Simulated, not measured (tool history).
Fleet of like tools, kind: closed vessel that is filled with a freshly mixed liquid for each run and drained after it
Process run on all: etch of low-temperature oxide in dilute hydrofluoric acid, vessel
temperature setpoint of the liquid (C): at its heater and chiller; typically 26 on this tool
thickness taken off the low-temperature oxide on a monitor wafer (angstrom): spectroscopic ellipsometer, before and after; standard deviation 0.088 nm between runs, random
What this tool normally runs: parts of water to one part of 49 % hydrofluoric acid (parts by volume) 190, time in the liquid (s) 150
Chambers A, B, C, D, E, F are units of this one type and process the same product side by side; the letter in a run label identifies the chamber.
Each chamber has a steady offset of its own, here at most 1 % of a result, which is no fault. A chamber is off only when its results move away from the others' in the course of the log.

run	hour	temperature setpoint of the liquid (C)	parts of water to one part of 49 % hydrofluoric acid (parts by volume)	time in the liquid (s)	read-back film thickness of the low-temperature oxide reference wafer, read on the same gauge (nm)	thickness taken off the low-temperature oxide on a monitor wafer (angstrom)
1D	2.5	26	190	150	30.006	91.405
2F	6.2	26	190	150	29.973	93.432
3B	11.1	26	190	150	29.993	94.986
4E	15.5	26	190	150	30.006	93.684
5A	18.8	26	275	205	29.991	81.171
6C	21.6	26	275	205	30.013	81.249
7F	25	26	275	205	30.012	82.297
8A	28.7	26	275	205	30.016	80.31
9E	33.2	26	275	205	30.035	79.414
10C	37.2	26	275	205	30.003	81.545
11B	40.2	26	190	150	30.004	95.765
12D	42.9	26	190	150	29.982	92.821
13C	46	26	190	150	29.995	93.855
14B	50.9	26	190	150	29.997	94.895
15F	53.4	26	190	150	29.983	94.439
16E	56.6	26	190	150	30.016	91.128
17D	60.3	26	190	150	30.017	93.245
# hour 62.3: chamber F: thermometer replaced
18A	64.6	26	190	150	29.989	93.042
19D	68.2	26	190	150	30.003	93.049
20C	71.3	26	190	150	29.997	95.616
21B	75.9	26	190	150	29.994	95.486
22E	78.3	26	190	150	30.037	91.99
23A	81	26	190	150	30.025	93.905
24F	83.5	26	190	150	29.989	93.449
25C	86.2	26	190	150	29.999	94.193
26F	90.4	29.5	190	205	29.998	147.6
27D	93.9	29.5	190	205	29.999	143.65
28E	97.8	29.5	190	205	30.004	137.78
29A	102.4	29.5	190	205	30.01	143.9
30B	107.4	29.5	190	205	29.996	143.55
31B	111.9	29.5	190	205	30.005	145.92
32A	114.9	26	190	150	29.984	92.346
33E	118.5	26	190	150	29.99	89.223
34C	121.5	26	280	205	29.986	79.971
35F	125.8	26	280	205	29.986	80.272
36D	129.3	26	280	205	29.997	77.758
37F	134.1	26	280	205	29.999	79.975
38C	138	26	280	205	30.017	79.729
39A	143.1	26	280	205	30.043	79.369
40E	148	26	190	150	29.994	86.56

For the next run the whole fleet of 6 chambers uses the same settings. Give each chamber's results:
41A	151.7	26	190	150		?
41B	151.7	26	190	150		?
41C	151.7	26	190	150		?
41D	151.7	26	190	150		?
41E	151.7	26	190	150		?
41F	151.7	26	190	150		?

run	thickness taken off the low-temperature oxide on a monitor wafer (angstrom)
41A	92.834
41B	93.769
41C	96.539
41D	94.247
41E	88.093
41F	93.956

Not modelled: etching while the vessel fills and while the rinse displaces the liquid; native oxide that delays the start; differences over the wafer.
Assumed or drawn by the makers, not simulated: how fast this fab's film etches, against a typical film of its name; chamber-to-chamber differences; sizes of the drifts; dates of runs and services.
